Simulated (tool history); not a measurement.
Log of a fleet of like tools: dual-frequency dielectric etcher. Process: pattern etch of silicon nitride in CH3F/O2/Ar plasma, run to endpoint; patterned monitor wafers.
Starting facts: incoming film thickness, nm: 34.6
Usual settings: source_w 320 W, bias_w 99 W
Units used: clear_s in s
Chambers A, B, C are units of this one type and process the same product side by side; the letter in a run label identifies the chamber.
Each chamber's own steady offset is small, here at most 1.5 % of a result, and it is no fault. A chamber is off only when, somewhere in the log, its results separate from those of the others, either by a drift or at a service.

run,hour,source_w,bias_w,hours since the last wet clean,hours since the last source power generator calibration,hours since the last bias power generator calibration,clear_s
1B,3.5,320,99,31.7,1298.9,1950.1,48.885
2C,7.5,320,99,209.7,72.0,204.9,48.038
3A,11.3,320,99,269.1,1305.5,1366.8,49.163
4A,15.7,320,99,273.5,1309.9,1371.2,49.226
5C,19.2,320,99,221.4,83.7,216.6,47.584
6B,21.8,320,99,50.0,1317.2,1968.4,48.636
7B,25.0,320,99,53.2,1320.4,1971.6,48.938
8A,28.3,320,99,286.1,1322.5,1383.8,49.970
9C,32.4,320,99,234.6,96.9,229.8,47.669
10A,36.5,320,99,294.3,1330.7,1392.0,50.211
11B,38.6,260,109,66.8,1334.0,1985.2,50.430
12C,43.2,260,109,245.4,107.7,240.6,50.217
13C,46.2,260,109,248.4,110.7,243.6,50.100
14A,49.5,320,99,307.3,1343.7,1405.0,50.496
15B,53.5,320,99,81.7,1348.9,2000.1,48.467
16C,57.6,320,99,259.8,122.1,255.0,47.854
17B,60.0,350,99,88.2,1355.4,2006.6,46.736
18A,64.4,350,99,322.2,1358.6,1419.9,49.593
19A,68.4,350,99,326.2,1362.6,1423.9,49.831
20B,70.8,320,86,99.0,1366.2,2017.4,50.824
21C,75.3,320,86,277.5,139.8,272.7,50.495

Predict what each chamber gives when all 3 of them run the settings below next.
22A,78.7,320,79,,,,?
22B,78.7,320,79,,,,?
22C,78.7,320,79,,,,?

run,clear_s
22A,56.114
22B,52.720
22C,52.077

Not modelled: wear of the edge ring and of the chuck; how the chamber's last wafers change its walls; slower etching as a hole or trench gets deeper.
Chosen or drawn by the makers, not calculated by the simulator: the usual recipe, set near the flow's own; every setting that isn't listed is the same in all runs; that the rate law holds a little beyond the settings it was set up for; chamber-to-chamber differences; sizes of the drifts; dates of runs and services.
